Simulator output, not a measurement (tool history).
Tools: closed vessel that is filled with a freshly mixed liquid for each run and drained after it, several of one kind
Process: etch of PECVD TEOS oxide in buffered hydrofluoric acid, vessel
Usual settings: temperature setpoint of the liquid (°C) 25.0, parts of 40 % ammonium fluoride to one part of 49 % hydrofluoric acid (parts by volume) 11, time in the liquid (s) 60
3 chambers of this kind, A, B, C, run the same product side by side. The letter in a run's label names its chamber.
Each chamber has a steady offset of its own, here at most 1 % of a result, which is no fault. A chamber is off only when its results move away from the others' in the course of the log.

| run | hour | temperature setpoint of the liquid (°C) | parts of 40 % ammonium fluoride to one part of 49 % hydrofluoric acid (parts by volume) | time in the liquid (s) | hours since the thermometer was replaced | hours since the hydrofluoric acid flow meter was replaced | read-back film thickness of the PECVD TEOS oxide reference wafer, read on the same gauge (nm) | thickness taken off the PECVD TEOS oxide on a monitor wafer (nm) |
|---|---|---|---|---|---|---|---|---|
| 1A | 5.2 | 25.0 | 11 | 60 | 515.1 | 1701.7 | 110.02 | 82.205 |
| 2C | 13.7 | 25.0 | 11 | 60 | 1229.0 | 511.9 | 110.02 | 82.656 |
| 3B | 22.9 | 25.0 | 11 | 60 | 316.8 | 639.5 | 109.99 | 82.328 |
| 4B | 30.5 | 25.0 | 11 | 60 | 324.4 | 647.1 | 110.01 | 82.923 |
| 5C | 40.6 | 25.0 | 11 | 60 | 1255.9 | 538.8 | 110.00 | 84.089 |
| 6A | 47.0 | 25.0 | 11 | 60 | 556.9 | 1743.5 | 109.98 | 83.743 |
| 7A | 55.0 | 25.0 | 11 | 60 | 564.9 | 1751.5 | 110.01 | 84.118 |
| 8B | 62.5 | 25.0 | 11 | 60 | 356.4 | 679.1 | 110.01 | 82.811 |
| 9C | 68.1 | 25.0 | 11 | 60 | 1283.4 | 566.3 | 110.00 | 83.132 |
| 10B | 77.1 | 25.0 | 11 | 60 | 371.0 | 693.7 | 110.00 | 83.922 |
| 11A | 81.7 | 22.5 | 13 | 60 | 591.6 | 1778.2 | 110.00 | 61.802 |
| 12C | 91.1 | 22.5 | 13 | 60 | 1306.4 | 589.3 | 110.01 | 62.269 |
| 13C | 95.7 | 22.5 | 13 | 60 | 1311.0 | 593.9 | 109.98 | 62.740 |
| 14A | 105.2 | 25.0 | 11 | 60 | 615.1 | 1801.7 | 109.97 | 83.595 |
| 15B | 114.5 | 25.0 | 11 | 60 | 408.4 | 731.1 | 110.01 | 83.299 |
| 16B | 122.4 | 25.0 | 11 | 60 | 416.3 | 739.0 | 109.99 | 84.327 |
| 17A | 130.8 | 25.0 | 11 | 60 | 640.7 | 1827.3 | 109.99 | 82.482 |
| 18C | 139.0 | 25.0 | 11 | 60 | 1354.3 | 637.2 | 109.99 | 84.198 |
| 19C | 146.5 | 25.0 | 11 | 60 | 1361.8 | 644.7 | 110.01 | 84.093 |
| 20B | 151.4 | 25.0 | 11 | 60 | 445.3 | 768.0 | 109.99 | 84.168 |
| 21A | 158.6 | 25.0 | 11 | 60 | 668.5 | 1855.1 | 110.05 | 83.032 |
|  | 163.1 | chamber A: hydrofluoric acid flow meter replaced |
| 22C | 164.6 | 25.0 | 11 | 60 | 1379.9 | 662.8 | 109.99 | 85.346 |
| 23A | 173.7 | 25.0 | 11 | 60 | 683.6 | 10.7 | 109.98 | 82.460 |
| 24B | 181.9 | 25.0 | 11 | 60 | 475.8 | 798.5 | 110.02 | 82.412 |
| 25B | 189.1 | 25.0 | 11 | 60 | 483.0 | 805.7 | 109.99 | 83.511 |
| 26C | 195.9 | 25.0 | 11 | 60 | 1411.2 | 694.1 | 110.04 | 86.720 |
| 27A | 202.7 | 25.0 | 11 | 60 | 712.6 | 39.7 | 110.03 | 83.585 |
| 28B | 211.6 | 25.0 | 7 | 30 | 505.5 | 828.2 | 110.00 | 64.211 |
| 29C | 220.8 | 25.0 | 7 | 30 | 1436.1 | 719.0 | 110.00 | 69.494 |
| 30A | 226.4 | 25.0 | 7 | 30 | 736.3 | 63.4 | 110.00 | 64.492 |
| 31B | 233.6 | 25.0 | 11 | 60 | 527.5 | 850.2 | 110.00 | 83.453 |
| 32C | 241.8 | 25.0 | 11 | 60 | 1457.1 | 740.0 | 109.98 | 87.755 |
| 33A | 249.6 | 25.0 | 11 | 60 | 759.5 | 86.6 | 109.99 | 82.145 |
| 34A | 258.5 | 25.0 | 11 | 60 | 768.4 | 95.5 | 110.01 | 82.762 |

All 3 chambers run these settings next. Forecast each chamber's results:
| 35A | 265.8 | 25.0 | 11 | 60 |  |  |  | ? |
| 35B | 265.8 | 25.0 | 11 | 60 |  |  |  | ? |
| 35C | 265.8 | 25.0 | 11 | 60 |  |  |  | ? |

| run | thickness taken off the PECVD TEOS oxide on a monitor wafer (nm) |
|---|---|
| 35A | 83.507 |
| 35B | 83.021 |
| 35C | 91.000 |
